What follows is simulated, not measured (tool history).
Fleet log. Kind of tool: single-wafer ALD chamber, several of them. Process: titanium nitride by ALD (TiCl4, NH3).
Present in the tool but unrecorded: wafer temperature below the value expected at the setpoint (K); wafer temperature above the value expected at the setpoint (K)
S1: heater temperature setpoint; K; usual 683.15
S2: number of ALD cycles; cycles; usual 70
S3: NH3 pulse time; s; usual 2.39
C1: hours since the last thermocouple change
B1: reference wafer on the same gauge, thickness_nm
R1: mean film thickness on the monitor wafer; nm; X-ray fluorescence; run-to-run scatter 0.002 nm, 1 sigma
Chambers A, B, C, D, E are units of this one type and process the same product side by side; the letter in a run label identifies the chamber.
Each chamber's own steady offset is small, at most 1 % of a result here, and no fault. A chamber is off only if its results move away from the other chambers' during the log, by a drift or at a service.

{"run": "1E", "day": 0.438, "S1": 683.15, "S2": 70, "S3": 2.39, "C1": 538.3, "B1": 1.6102, "R1": 1.5541}
{"run": "2A", "day": 0.662, "S1": 683.15, "S2": 70, "S3": 2.39, "C1": 489, "B1": 1.6101, "R1": 1.5542}
{"run": "3B", "day": 1.088, "S1": 683.15, "S2": 70, "S3": 2.39, "C1": 448.9, "B1": 1.6109, "R1": 1.5612}
{"run": "4C", "day": 1.358, "S1": 683.15, "S2": 70, "S3": 2.39, "C1": 1918.4, "B1": 1.6102, "R1": 1.5567}
{"run": "5D", "day": 1.779, "S1": 683.15, "S2": 70, "S3": 1.67, "C1": 1972.5, "B1": 1.6114, "R1": 1.5475}
{"run": "6D", "day": 2.021, "S1": 683.15, "S2": 70, "S3": 1.67, "C1": 1978.3, "B1": 1.6114, "R1": 1.5514}
{"run": "7C", "day": 2.362, "S1": 683.15, "S2": 70, "S3": 1.67, "C1": 1942.5, "B1": 1.6115, "R1": 1.5357}
{"run": "8E", "day": 2.6, "S1": 683.15, "S2": 70, "S3": 1.67, "C1": 590.2, "B1": 1.6112, "R1": 1.5354}
{"run": "9A", "day": 2.921, "S1": 683.15, "S2": 70, "S3": 1.67, "C1": 543.2, "B1": 1.612, "R1": 1.536}
{"run": "10B", "day": 3.229, "S1": 683.15, "S2": 70, "S3": 2.39, "C1": 500.3, "B1": 1.6123, "R1": 1.562}
{"run": "11D", "day": 3.533, "S1": 697.15, "S2": 70, "S3": 2.39, "C1": 2014.6, "B1": 1.6124, "R1": 1.5789}
{"run": "12B", "day": 3.838, "S1": 697.15, "S2": 70, "S3": 2.39, "C1": 514.9, "B1": 1.6123, "R1": 1.5711}
{"run": "13E", "day": 4.092, "S1": 697.15, "S2": 70, "S3": 2.39, "C1": 626, "B1": 1.6124, "R1": 1.5634}
{"run": "14A", "day": 4.446, "S1": 697.15, "S2": 70, "S3": 2.39, "C1": 579.8, "B1": 1.6125, "R1": 1.5618}
{"run": "15C", "day": 4.938, "S1": 697.15, "S2": 70, "S3": 2.39, "C1": 2004.3, "B1": 1.6128, "R1": 1.562}
{"run": "16B", "day": 5.183, "S1": 683.15, "S2": 62, "S3": 2.77, "C1": 547.2, "B1": 1.6128, "R1": 1.391}
{"run": "17E", "day": 5.588, "S1": 683.15, "S2": 62, "S3": 2.77, "C1": 661.9, "B1": 1.6135, "R1": 1.3867}
{"run": "18D", "day": 5.85, "S1": 683.15, "S2": 62, "S3": 2.77, "C1": 2070.2, "B1": 1.6136, "R1": 1.3995}
{"run": "19A", "day": 6.075, "S1": 683.15, "S2": 62, "S3": 2.77, "C1": 618.9, "B1": 1.6133, "R1": 1.3882}
{"run": "20C", "day": 6.546, "S1": 683.15, "S2": 62, "S3": 2.77, "C1": 2042.9, "B1": 1.6141, "R1": 1.3868}
{"run": "21B", "day": 6.954, "S1": 683.15, "S2": 70, "S3": 2.39, "C1": 589.7, "B1": 1.6143, "R1": 1.5641}
{"run": "22D", "day": 7.317, "S1": 683.15, "S2": 70, "S3": 2.39, "C1": 2105.4, "B1": 1.6143, "R1": 1.5713}
{"run": "23A", "day": 7.812, "S1": 683.15, "S2": 70, "S3": 2.07, "C1": 660.6, "B1": 1.6149, "R1": 1.5522}
{"run": "24E", "day": 8.312, "S1": 683.15, "S2": 70, "S3": 2.07, "C1": 727.3, "B1": 1.6149, "R1": 1.5531}
{"run": "25C", "day": 8.667, "S1": 683.15, "S2": 70, "S3": 2.07, "C1": 2093.8, "B1": 1.6147, "R1": 1.5504}
{"run": "26A", "day": 8.954, "S1": 683.15, "S2": 70, "S3": 2.07, "C1": 688, "B1": 1.615, "R1": 1.5494}
{"run": "27E", "day": 9.292, "S1": 683.15, "S2": 70, "S3": 2.07, "C1": 750.8, "B1": 1.6162, "R1": 1.5516}
{"run": "28C", "day": 9.521, "S1": 683.15, "S2": 70, "S3": 2.39, "C1": 2114.3, "B1": 1.6161, "R1": 1.5604}
{"run": "29D", "day": 9.833, "S1": 683.15, "S2": 70, "S3": 2.39, "C1": 2165.8, "B1": 1.6159, "R1": 1.5746}
{"run": "30B", "day": 10.25, "S1": 683.15, "S2": 70, "S3": 2.39, "C1": 668.8, "B1": 1.6165, "R1": 1.5661}
{"run": "31B", "day": 10.517, "S1": 683.15, "S2": 70, "S3": 2.39, "C1": 675.2, "B1": 1.6164, "R1": 1.5635}
{"run": "32A", "day": 10.854, "S1": 683.15, "S2": 70, "S3": 2.39, "C1": 733.6, "B1": 1.6168, "R1": 1.5604}
{"run": "33C", "day": 11.275, "S1": 683.15, "S2": 70, "S3": 2.39, "C1": 2156.4, "B1": 1.6163, "R1": 1.5595}
{"run": "34D", "day": 11.675, "S1": 683.15, "S2": 76, "S3": 2.39, "C1": 2210, "B1": 1.6165, "R1": 1.7108}
{"run": "35E", "day": 12.183, "S1": 683.15, "S2": 76, "S3": 2.39, "C1": 820.2, "B1": 1.6173, "R1": 1.6973}
{"run": "36E", "day": 12.508, "S1": 683.15, "S2": 76, "S3": 2.39, "C1": 828, "B1": 1.6176, "R1": 1.697}
{"run": "37B", "day": 12.988, "S1": 683.15, "S2": 76, "S3": 2.39, "C1": 734.5, "B1": 1.6181, "R1": 1.7037}
{"run": "38A", "day": 13.342, "S1": 683.15, "S2": 76, "S3": 2.39, "C1": 793.3, "B1": 1.6181, "R1": 1.6996}
{"run": "39D", "day": 13.629, "S1": 683.15, "S2": 70, "S3": 2.39, "C1": 2256.9, "B1": 1.618, "R1": 1.5741}
{"run": "40C", "day": 13.871, "S1": 683.15, "S2": 70, "S3": 2.39, "C1": 2218.7, "B1": 1.6184, "R1": 1.562}

One chamber off, gauge drift, or nothing amiss beyond the chambers' own small offsets? If it is a chamber, which one, and what is the likeliest cause?

The shared gauge is drifting. All chambers look as if they move in step, but none is off.
Cause: gauge reads high (%) = 0.529.

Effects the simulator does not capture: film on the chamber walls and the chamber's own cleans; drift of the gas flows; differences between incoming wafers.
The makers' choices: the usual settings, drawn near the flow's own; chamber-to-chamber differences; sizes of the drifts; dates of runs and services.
